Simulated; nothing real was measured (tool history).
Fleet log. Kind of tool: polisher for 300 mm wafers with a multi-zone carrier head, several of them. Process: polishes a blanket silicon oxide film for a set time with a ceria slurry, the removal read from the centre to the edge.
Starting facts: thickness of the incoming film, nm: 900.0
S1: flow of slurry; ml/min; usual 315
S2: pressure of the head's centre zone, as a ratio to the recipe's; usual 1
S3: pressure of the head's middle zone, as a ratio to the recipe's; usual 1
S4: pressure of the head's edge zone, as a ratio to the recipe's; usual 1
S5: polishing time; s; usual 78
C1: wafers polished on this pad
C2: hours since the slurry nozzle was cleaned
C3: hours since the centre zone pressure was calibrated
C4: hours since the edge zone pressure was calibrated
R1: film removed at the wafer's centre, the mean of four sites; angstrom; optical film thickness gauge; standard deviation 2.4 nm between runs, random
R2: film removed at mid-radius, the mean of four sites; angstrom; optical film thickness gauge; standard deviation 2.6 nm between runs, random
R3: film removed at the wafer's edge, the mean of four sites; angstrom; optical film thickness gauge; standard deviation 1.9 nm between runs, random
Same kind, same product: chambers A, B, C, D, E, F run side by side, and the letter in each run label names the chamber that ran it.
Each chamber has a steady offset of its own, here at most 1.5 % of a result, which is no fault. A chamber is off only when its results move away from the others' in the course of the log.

{"day": 0.012, "done": "chamber C: worn pad replaced by a new one"}
{"run": "1B", "day": 0.329, "S1": 315, "S2": 1, "S3": 1, "S4": 1, "S5": 78, "C1": 697, "C2": 121.9, "C3": 23.8, "C4": 1369.4, "R1": 2811.2, "R2": 2774.2, "R3": 2760.1}
{"run": "2D", "day": 0.925, "S1": 315, "S2": 1, "S3": 1, "S4": 1, "S5": 78, "C1": 591, "C2": 367.7, "C3": 231.7, "C4": 178.7, "R1": 2869.5, "R2": 2864, "R3": 2778}
{"day": 1.312, "done": "chamber D: slurry nozzle cleaned"}
{"day": 1.35, "done": "chamber F: worn pad replaced by a new one"}
{"run": "3E", "day": 1.371, "S1": 315, "S2": 1, "S3": 1, "S4": 1, "S5": 78, "C1": 425, "C2": 365, "C3": 803.1, "C4": 208.6, "R1": 2832.2, "R2": 2807.1, "R3": 2821.3}
{"day": 1.717, "done": "chamber C: centre zone pressure recalibrated"}
{"run": "4F", "day": 1.808, "S1": 315, "S2": 1, "S3": 1, "S4": 1, "S5": 78, "C1": 99, "C2": 549.9, "C3": 612.4, "C4": 145.1, "R1": 2805.8, "R2": 2809, "R3": 2838.6}
{"day": 2.129, "done": "chamber B: worn pad replaced by a new one"}
{"day": 2.217, "done": "chamber D: worn pad replaced by a new one"}
{"run": "5C", "day": 2.25, "S1": 315, "S2": 1, "S3": 1, "S4": 1, "S5": 78, "C1": 486, "C2": 206.5, "C3": 12.9, "C4": 278.4, "R1": 2829.4, "R2": 2782.6, "R3": 2838.9}
{"run": "6A", "day": 2.521, "S1": 420, "S2": 1, "S3": 1, "S4": 1, "S5": 97, "C1": 603, "C2": 269.7, "C3": 72.2, "C4": 237.6, "R1": 3626.8, "R2": 3552.6, "R3": 3597.2}
{"day": 2.771, "done": "chamber E: slurry nozzle cleaned"}
{"run": "7B", "day": 2.896, "S1": 420, "S2": 1, "S3": 1, "S4": 1, "S5": 97, "C1": 166, "C2": 183.5, "C3": 85.4, "C4": 1431, "R1": 3595.8, "R2": 3612, "R3": 3528.8}
{"run": "8C", "day": 3.308, "S1": 420, "S2": 1, "S3": 1, "S4": 1, "S5": 97, "C1": 716, "C2": 231.9, "C3": 38.3, "C4": 303.8, "R1": 3562.3, "R2": 3587.2, "R3": 3603}
{"day": 3.388, "done": "chamber F: centre zone pressure recalibrated"}
{"day": 3.633, "done": "chamber C: edge zone pressure recalibrated"}
{"run": "9D", "day": 3.729, "S1": 420, "S2": 1, "S3": 1, "S4": 1, "S5": 97, "C1": 328, "C2": 58.1, "C3": 299, "C4": 246, "R1": 3606.1, "R2": 3636.8, "R3": 3560.9}
{"day": 4.104, "done": "chamber E: centre zone pressure recalibrated"}
{"run": "10E", "day": 4.321, "S1": 420, "S2": 1, "S3": 1, "S4": 1, "S5": 97, "C1": 1066, "C2": 37.2, "C3": 5.2, "C4": 279.4, "R1": 3619.3, "R2": 3607, "R3": 3565.3}
{"day": 4.479, "done": "chamber B: edge zone pressure recalibrated"}
{"day": 4.688, "done": "chamber E: worn pad replaced by a new one"}
{"run": "11F", "day": 4.792, "S1": 420, "S2": 1, "S3": 1, "S4": 1, "S5": 97, "C1": 748, "C2": 621.5, "C3": 33.8, "C4": 216.7, "R1": 3634.7, "R2": 3571.5, "R3": 3570.7}
{"day": 4.979, "done": "chamber A: worn pad replaced by a new one"}
{"run": "12A", "day": 5.371, "S1": 315, "S2": 1, "S3": 1, "S4": 1, "S5": 78, "C1": 85, "C2": 338.1, "C3": 140.6, "C4": 306, "R1": 2814, "R2": 2799.2, "R3": 2785.9}
{"day": 5.462, "done": "chamber C: worn pad replaced by a new one"}
{"run": "13E", "day": 5.779, "S1": 315, "S2": 1, "S3": 1, "S4": 1, "S5": 78, "C1": 237, "C2": 72.2, "C3": 40.2, "C4": 314.4, "R1": 2828.4, "R2": 2766, "R3": 2806.5}
{"day": 5.925, "done": "chamber F: worn pad replaced by a new one"}
{"run": "14D", "day": 6.079, "S1": 315, "S2": 1, "S3": 1, "S4": 1, "S5": 78, "C1": 839, "C2": 114.5, "C3": 355.4, "C4": 302.4, "R1": 2843.7, "R2": 2847.5, "R3": 2811.3}
{"day": 6.271, "done": "chamber D: worn pad replaced by a new one"}
{"run": "15F", "day": 6.412, "S1": 315, "S2": 1, "S3": 1, "S4": 1, "S5": 78, "C1": 106, "C2": 660.4, "C3": 72.7, "C4": 255.6, "R1": 2841.8, "R2": 2781.4, "R3": 2838.5}
{"day": 6.571, "done": "chamber B: worn pad replaced by a new one"}
{"run": "16B", "day": 6.958, "S1": 315, "S2": 1, "S3": 1, "S4": 1, "S5": 78, "C1": 84, "C2": 281, "C3": 182.9, "C4": 59.5, "R1": 2806.4, "R2": 2838.2, "R3": 2791.3}
{"run": "17C", "day": 7.375, "S1": 315, "S2": 1, "S3": 1, "S4": 1, "S5": 78, "C1": 416, "C2": 329.5, "C3": 135.9, "C4": 89.8, "R1": 2776.2, "R2": 2826, "R3": 2843.4}
{"run": "18A", "day": 7.842, "S1": 315, "S2": 1, "S3": 1, "S4": 1, "S5": 78, "C1": 622, "C2": 397.4, "C3": 199.9, "C4": 365.3, "R1": 2787.9, "R2": 2821.7, "R3": 2852.8}
{"run": "19A", "day": 8.212, "S1": 315, "S2": 1, "S3": 1, "S4": 1, "S5": 78, "C1": 702, "C2": 406.3, "C3": 208.8, "C4": 374.2, "R1": 2807.8, "R2": 2801.6, "R3": 2835}
{"day": 8.521, "done": "chamber F: slurry nozzle cleaned"}
{"day": 8.754, "done": "chamber A: edge zone pressure recalibrated"}
{"run": "20B", "day": 8.838, "S1": 315, "S2": 1, "S3": 1, "S4": 1, "S5": 78, "C1": 493, "C2": 326.1, "C3": 228, "C4": 104.6, "R1": 2800.3, "R2": 2838.1, "R3": 2787.1}
{"day": 9.229, "done": "chamber D: centre zone pressure recalibrated"}
{"day": 9.254, "done": "chamber A: slurry nozzle cleaned"}
{"run": "21D", "day": 9.317, "S1": 315, "S2": 1, "S3": 1, "S4": 1, "S5": 78, "C1": 661, "C2": 192.2, "C3": 2.1, "C4": 380.1, "R1": 2827.2, "R2": 2820.2, "R3": 2808.2}
{"day": 9.467, "done": "chamber D: worn pad replaced by a new one"}
{"run": "22C", "day": 9.75, "S1": 315, "S2": 1, "S3": 1, "S4": 1, "S5": 78, "C1": 932, "C2": 386.5, "C3": 192.9, "C4": 146.8, "R1": 2812.4, "R2": 2820.7, "R3": 2824.6}
{"day": 9.771, "done": "chamber E: worn pad replaced by a new one"}
{"day": 10.062, "done": "chamber F: worn pad replaced by a new one"}
{"run": "23E", "day": 10.367, "S1": 410, "S2": 1, "S3": 1.05, "S4": 1, "S5": 78, "C1": 130, "C2": 182.3, "C3": 150.3, "C4": 424.5, "R1": 2891.5, "R2": 3042.8, "R3": 2840.7}
{"day": 10.604, "done": "chamber D: edge zone pressure recalibrated"}
{"run": "24F", "day": 10.654, "S1": 410, "S2": 1, "S3": 1.05, "S4": 1, "S5": 78, "C1": 129, "C2": 51.2, "C3": 174.5, "C4": 357.4, "R1": 2876, "R2": 3044.9, "R3": 2862.3}
{"day": 10.929, "done": "chamber A: worn pad replaced by a new one"}
{"run": "25B", "day": 11.025, "S1": 410, "S2": 1, "S3": 1.05, "S4": 1, "S5": 78, "C1": 968, "C2": 378.6, "C3": 280.5, "C4": 157.1, "R1": 2863, "R2": 2982.3, "R3": 2787.8}
{"day": 11.117, "done": "chamber F: edge zone pressure recalibrated"}
{"day": 11.475, "done": "chamber C: slurry nozzle cleaned"}
{"run": "26E", "day": 11.592, "S1": 410, "S2": 1, "S3": 1.05, "S4": 1, "S5": 78, "C1": 396, "C2": 211.7, "C3": 179.7, "C4": 453.9, "R1": 2902.7, "R2": 2976, "R3": 2866.9}
{"day": 11.729, "done": "chamber C: worn pad replaced by a new one"}
{"day": 11.938, "done": "chamber B: worn pad replaced by a new one"}
{"run": "27F", "day": 12.117, "S1": 410, "S2": 1, "S3": 1.05, "S4": 1, "S5": 78, "C1": 447, "C2": 86.3, "C3": 209.6, "C4": 24.1, "R1": 2870.3, "R2": 2989.6, "R3": 2844.6}
{"run": "28A", "day": 12.529, "S1": 410, "S2": 1, "S3": 1.05, "S4": 1, "S5": 78, "C1": 347, "C2": 78.7, "C3": 312.4, "C4": 90.7, "R1": 2881.1, "R2": 3026.9, "R3": 2859.5}
{"run": "29D", "day": 12.892, "S1": 315, "S2": 1, "S3": 1, "S4": 1, "S5": 78, "C1": 744, "C2": 278, "C3": 87.9, "C4": 55, "R1": 2820.2, "R2": 2833.3, "R3": 2796.3}
{"day": 12.996, "done": "chamber D: worn pad replaced by a new one"}
{"run": "30C", "day": 13.367, "S1": 315, "S2": 1, "S3": 1, "S4": 1, "S5": 78, "C1": 355, "C2": 45.5, "C3": 279.7, "C4": 233.6, "R1": 2790.6, "R2": 2768.6, "R3": 2816.2}
{"run": "31E", "day": 13.654, "S1": 315, "S2": 1, "S3": 1, "S4": 1, "S5": 78, "C1": 844, "C2": 261.2, "C3": 229.2, "C4": 503.4, "R1": 2807.9, "R2": 2805.6, "R3": 2760.8}
{"run": "32A", "day": 14.038, "S1": 315, "S2": 1, "S3": 1, "S4": 1, "S5": 78, "C1": 675, "C2": 114.9, "C3": 348.6, "C4": 126.9, "R1": 2834, "R2": 2834.3, "R3": 2817}
{"run": "33F", "day": 14.408, "S1": 315, "S2": 1, "S3": 1, "S4": 1, "S5": 78, "C1": 944, "C2": 141.3, "C3": 264.6, "C4": 79.1, "R1": 2820.2, "R2": 2781.7, "R3": 2810.2}
{"run": "34D", "day": 15.042, "S1": 315, "S2": 1, "S3": 1, "S4": 1, "S5": 78, "C1": 445, "C2": 329.6, "C3": 139.5, "C4": 106.6, "R1": 2786.6, "R2": 2847.8, "R3": 2795.3}
{"day": 15.462, "done": "chamber D: slurry nozzle cleaned"}
{"run": "35B", "day": 15.471, "S1": 315, "S2": 1, "S3": 0.92, "S4": 1, "S5": 78, "C1": 767, "C2": 485.3, "C3": 387.2, "C4": 263.8, "R1": 2793.2, "R2": 2603.8, "R3": 2808.5}
{"run": "36C", "day": 16.042, "S1": 315, "S2": 1, "S3": 0.92, "S4": 1, "S5": 78, "C1": 936, "C2": 109.7, "C3": 343.9, "C4": 297.8, "R1": 2778.9, "R2": 2599.9, "R3": 2830.2}
{"day": 16.121, "done": "chamber C: edge zone pressure recalibrated"}
{"day": 16.183, "done": "chamber D: worn pad replaced by a new one"}
{"day": 16.221, "done": "chamber A: worn pad replaced by a new one"}
{"run": "37B", "day": 16.538, "S1": 315, "S2": 1, "S3": 0.92, "S4": 1, "S5": 78, "C1": 999, "C2": 510.9, "C3": 412.8, "C4": 289.4, "R1": 2829.7, "R2": 2599.4, "R3": 2780}
{"run": "38D", "day": 17.133, "S1": 315, "S2": 1, "S3": 0.92, "S4": 1, "S5": 78, "C1": 206, "C2": 40.2, "C3": 189.7, "C4": 156.8, "R1": 2859.5, "R2": 2577.9, "R3": 2829.4}
{"day": 17.267, "done": "chamber C: worn pad replaced by a new one"}
{"run": "39C", "day": 17.629, "S1": 315, "S2": 1, "S3": 0.92, "S4": 1, "S5": 78, "C1": 79, "C2": 147.8, "C3": 382, "C4": 36.3, "R1": 2780.5, "R2": 2627.3, "R3": 2857.2}
{"run": "40A", "day": 18.258, "S1": 315, "S2": 1, "S3": 0.92, "S4": 1, "S5": 78, "C1": 443, "C2": 216.2, "C3": 449.9, "C4": 228.2, "R1": 2790.5, "R2": 2623.6, "R3": 2812.1}

For the next run the whole fleet of 6 chambers uses the same settings. Give each chamber's results:
{"run": "41A", "day": 18.712, "S1": 315, "S2": 1, "S3": 1, "S4": 1, "S5": 78, "R1": "?", "R2": "?", "R3": "?"}
{"run": "41B", "day": 18.712, "S1": 315, "S2": 1, "S3": 1, "S4": 1, "S5": 78, "R1": "?", "R2": "?", "R3": "?"}
{"run": "41C", "day": 18.712, "S1": 315, "S2": 1, "S3": 1, "S4": 1, "S5": 78, "R1": "?", "R2": "?", "R3": "?"}
{"run": "41D", "day": 18.712, "S1": 315, "S2": 1, "S3": 1, "S4": 1, "S5": 78, "R1": "?", "R2": "?", "R3": "?"}
{"run": "41E", "day": 18.712, "S1": 315, "S2": 1, "S3": 1, "S4": 1, "S5": 78, "R1": "?", "R2": "?", "R3": "?"}
{"run": "41F", "day": 18.712, "S1": 315, "S2": 1, "S3": 1, "S4": 1, "S5": 78, "R1": "?", "R2": "?", "R3": "?"}

run=41A R1=2798.2 R2=2862.7 R3=2837.6
run=41B R1=2776.1 R2=2817.8 R3=2748.1
run=41C R1=2811 R2=2757.9 R3=2832.2
run=41D R1=2806.1 R2=2798.1 R3=2793.9
run=41E R1=2779.9 R2=2745.6 R3=2804.4
run=41F R1=2809.6 R2=2785 R3=2820.8
